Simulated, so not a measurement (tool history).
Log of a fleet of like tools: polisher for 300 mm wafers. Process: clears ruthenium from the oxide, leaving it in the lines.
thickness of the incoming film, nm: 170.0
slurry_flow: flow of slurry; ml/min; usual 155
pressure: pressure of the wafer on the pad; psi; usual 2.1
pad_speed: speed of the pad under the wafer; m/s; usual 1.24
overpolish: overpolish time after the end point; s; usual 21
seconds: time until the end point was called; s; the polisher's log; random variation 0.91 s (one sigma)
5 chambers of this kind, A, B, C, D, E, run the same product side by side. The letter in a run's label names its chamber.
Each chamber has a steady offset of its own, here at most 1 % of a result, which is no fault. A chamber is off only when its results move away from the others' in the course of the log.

run,hour,slurry_flow,pressure,pad_speed,overpolish,wafers polished on this pad,hours since the slurry nozzle was cleaned,hours since the head pressure was calibrated,seconds
1C,6.5,155,2.1,1.24,21,394,166.2,820.5,101.450
2D,12.9,155,2.1,1.24,21,877,176.0,95.7,98.981
3A,16.5,155,2.1,1.24,21,828,268.4,988.6,100.410
4B,22.7,155,2.1,1.24,21,271,297.1,232.9,99.320
# hour 27.4: chamber D: worn pad replaced by a new one
5E,29.0,105,2.1,1.24,21,262,287.2,274.8,108.920
6A,34.7,105,2.1,1.24,21,905,286.6,1006.8,108.880
7D,41.8,105,2.1,1.24,21,60,204.9,124.6,108.120
# hour 44.5: chamber A: head pressure recalibrated
# hour 45.3: chamber A: slurry nozzle cleaned
8E,49.5,105,2.1,1.24,21,348,307.7,295.3,108.080
9C,54.4,105,2.1,1.24,21,597,214.1,868.4,110.400
10B,60.9,155,2.1,1.24,21,432,335.3,271.1,101.350
11A,66.4,125,2.1,1.60,21,1039,21.2,22.0,79.823
12D,71.4,125,2.1,1.60,21,185,234.5,154.2,80.796
# hour 77.6: chamber C: worn pad replaced by a new one
13C,77.6,125,2.1,1.60,21,0,237.3,891.6,81.199
14E,83.2,125,2.1,1.60,21,491,341.4,329.0,81.737
# hour 86.7: chamber B: slurry nozzle cleaned
15B,90.7,125,2.1,1.60,21,558,4.1,300.9,81.521
16B,94.5,155,2.1,1.24,21,574,7.9,304.7,100.040
17E,101.0,155,2.1,1.24,21,566,359.2,346.8,100.970
18C,106.8,120,2.1,1.40,21,123,266.5,920.8,93.561
# hour 109.6: chamber A: worn pad replaced by a new one
19D,112.3,120,2.1,1.40,21,358,275.4,195.1,93.387
20A,118.3,120,2.1,1.40,21,37,73.1,73.9,93.661
# hour 118.7: chamber C: slurry nozzle cleaned
# hour 122.7: chamber E: worn pad replaced by a new one
21A,123.2,120,2.1,1.40,21,57,78.0,78.8,92.256
22C,127.2,120,2.1,1.40,21,209,8.6,941.2,92.702
23B,134.8,155,2.1,1.24,21,744,48.2,345.0,101.050
24D,139.6,155,2.1,1.24,21,473,302.7,222.4,99.863
# hour 140.5: chamber D: slurry nozzle cleaned
25E,145.6,155,2.1,1.24,21,96,403.8,391.4,102.160
26A,151.6,155,2.1,1.24,21,177,106.4,107.2,99.080
# hour 156.5: chamber C: head pressure recalibrated
27B,157.4,155,2.1,1.24,21,840,70.8,367.6,100.270
28E,163.4,155,2.1,1.24,21,171,421.6,409.2,101.180
29D,169.9,155,2.1,1.24,21,601,29.5,252.7,99.829
30C,176.8,155,2.1,1.24,21,418,58.2,20.4,100.190
31C,183.7,155,2.1,1.24,21,447,65.1,27.3,100.690
32B,188.5,115,2.1,1.24,30,971,101.9,398.7,105.730
33A,196.1,115,2.1,1.24,30,365,150.9,151.7,107.190
34D,199.9,115,2.1,1.24,30,728,59.5,282.7,107.550
# hour 200.1: chamber B: worn pad replaced by a new one
35E,203.5,115,2.1,1.24,30,341,461.7,449.3,106.310
36A,206.8,115,2.1,1.24,30,410,161.6,162.4,106.730
37C,212.3,155,2.1,1.24,21,568,93.7,55.9,99.702
38D,219.3,155,2.1,1.24,21,809,78.9,302.1,100.740
39B,227.0,155,2.1,1.24,21,113,140.4,437.2,99.144
40E,233.6,155,2.4,1.24,15,468,491.8,479.4,88.079
41A,237.5,155,2.4,1.24,15,540,192.3,193.1,87.004
42D,244.4,155,2.4,1.24,15,915,104.0,327.2,88.898
# hour 249.6: chamber C: worn pad replaced by a new one
43C,249.6,155,2.4,1.24,15,0,131.0,93.2,87.284
44B,252.9,155,2.4,1.24,15,222,166.3,463.1,87.194

Next, every chamber runs the same settings. What will each give?
45A,258.4,155,2.1,1.24,21,,,,?
45B,258.4,155,2.1,1.24,21,,,,?
45C,258.4,155,2.1,1.24,21,,,,?
45D,258.4,155,2.1,1.24,21,,,,?
45E,258.4,155,2.1,1.24,21,,,,?

run,seconds
45A,100.460
45B,102.140
45C,101.670
45D,101.350
45E,99.249

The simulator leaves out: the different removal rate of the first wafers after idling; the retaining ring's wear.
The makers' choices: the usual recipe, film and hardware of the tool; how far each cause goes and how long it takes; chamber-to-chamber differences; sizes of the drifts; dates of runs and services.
